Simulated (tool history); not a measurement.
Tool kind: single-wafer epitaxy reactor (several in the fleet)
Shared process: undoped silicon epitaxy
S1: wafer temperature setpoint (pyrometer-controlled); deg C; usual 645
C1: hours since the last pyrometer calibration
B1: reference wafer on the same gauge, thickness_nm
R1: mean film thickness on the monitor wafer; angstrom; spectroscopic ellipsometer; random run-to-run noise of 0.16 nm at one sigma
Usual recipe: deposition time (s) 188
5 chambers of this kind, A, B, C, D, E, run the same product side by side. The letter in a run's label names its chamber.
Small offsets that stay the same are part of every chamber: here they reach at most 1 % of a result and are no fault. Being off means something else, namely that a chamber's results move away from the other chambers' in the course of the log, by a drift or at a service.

run 1E day=0.271 | S1=645 deposition_time_(s)=188 | C1=643.0 | B1=26.989 | R1=281.12
run 2A day=0.533 | S1=645 deposition_time_(s)=188 | C1=1841.2 | B1=26.964 | R1=279.60
run 3B day=0.942 | S1=645 deposition_time_(s)=188 | C1=711.1 | B1=26.986 | R1=282.65
run 4C day=1.288 | S1=645 deposition_time_(s)=188 | C1=515.7 | B1=26.994 | R1=283.61
run 5D day=1.508 | S1=645 deposition_time_(s)=188 | C1=428.5 | B1=26.979 | R1=282.90
run 6D day=1.725 | S1=645 deposition_time_(s)=188 | C1=433.7 | B1=26.985 | R1=284.52
run 7E day=2.162 | S1=645 deposition_time_(s)=188 | C1=688.4 | B1=26.944 | R1=281.11
run 8A day=2.475 | S1=645 deposition_time_(s)=188 | C1=1887.8 | B1=26.965 | R1=278.64
run 9C day=2.758 | S1=645 deposition_time_(s)=188 | C1=551.0 | B1=26.982 | R1=282.13
run 10B day=3.050 | S1=645 deposition_time_(s)=188 | C1=761.7 | B1=26.969 | R1=281.79
run 11A day=3.425 | S1=645 deposition_time_(s)=188 | C1=1910.6 | B1=27.030 | R1=282.02
-- day=3.629 chamber A: pyrometer calibrated
run 12D day=3.817 | S1=645 deposition_time_(s)=188 | C1=483.9 | B1=27.044 | R1=285.42
run 13B day=4.133 | S1=653 deposition_time_(s)=188 | C1=787.7 | B1=27.000 | R1=334.31
run 14E day=4.392 | S1=653 deposition_time_(s)=188 | C1=741.9 | B1=27.029 | R1=336.91
run 15C day=4.621 | S1=653 deposition_time_(s)=188 | C1=595.7 | B1=27.030 | R1=336.45
run 16C day=5.021 | S1=653 deposition_time_(s)=188 | C1=605.3 | B1=26.966 | R1=338.99
run 17B day=5.233 | S1=653 deposition_time_(s)=188 | C1=814.1 | B1=26.956 | R1=340.24
run 18A day=5.483 | S1=645 deposition_time_(s)=188 | C1=44.5 | B1=27.014 | R1=282.56
run 19D day=5.746 | S1=645 deposition_time_(s)=188 | C1=530.2 | B1=26.998 | R1=282.07
run 20E day=6.017 | S1=645 deposition_time_(s)=188 | C1=780.9 | B1=27.027 | R1=282.20
run 21E day=6.408 | S1=645 deposition_time_(s)=188 | C1=790.3 | B1=26.972 | R1=282.74
run 22D day=6.846 | S1=645 deposition_time_(s)=188 | C1=556.6 | B1=26.958 | R1=285.32
run 23B day=7.212 | S1=645 deposition_time_(s)=188 | C1=861.6 | B1=27.045 | R1=290.03
run 24A day=7.554 | S1=645 deposition_time_(s)=188 | C1=94.2 | B1=26.969 | R1=279.96
run 25C day=7.800 | S1=645 deposition_time_(s)=188 | C1=672.0 | B1=26.992 | R1=283.03
run 26A day=8.138 | S1=645 deposition_time_(s)=188 | C1=108.2 | B1=26.967 | R1=281.00
run 27B day=8.550 | S1=631 deposition_time_(s)=210 | C1=893.7 | B1=27.008 | R1=238.43
run 28D day=8.908 | S1=631 deposition_time_(s)=210 | C1=606.1 | B1=27.010 | R1=233.40
run 29C day=9.121 | S1=631 deposition_time_(s)=210 | C1=703.7 | B1=26.977 | R1=228.18
run 30E day=9.388 | S1=631 deposition_time_(s)=210 | C1=861.8 | B1=26.978 | R1=234.56
run 31B day=9.667 | S1=631 deposition_time_(s)=210 | C1=920.5 | B1=26.982 | R1=239.62

Which is it: a chamber that has drifted or been left off by a service, a gauge drift common to all chambers, or only each chamber's usual small offset? If a chamber is off, name it and its likeliest cause.

Chamber B drifts away from the others.
Most likely cause: wafer temperature above the value expected at the setpoint (K) = 1.72.

Which of the 4 candidates below, each the usual settings with something changed and its results left as question marks, puts chamber B back in line with what the other chambers give on the usual settings?
In line here means within this much of the mean the other chambers give on the usual settings: R1 5.60 angstrom
run 32B-1 day=9.979 | S1=646 deposition_time_(s)=190 | R1=?
run 32B-2 day=9.979 | S1=645 deposition_time_(s)=174 | R1=?
run 32B-3 day=9.979 | S1=647 deposition_time_(s)=192 | R1=?
run 32B-4 day=9.979 | S1=644 deposition_time_(s)=186 | R1=?

Average result of the remaining chambers running the usual settings: R1 282.77 angstrom
run=32B-1 R1=301.95
run=32B-2 R1=270.53
run=32B-3 R1=311.88
run=32B-4 R1=282.90
32B-4 is the one that brings the chamber's results back in line with the other chambers.
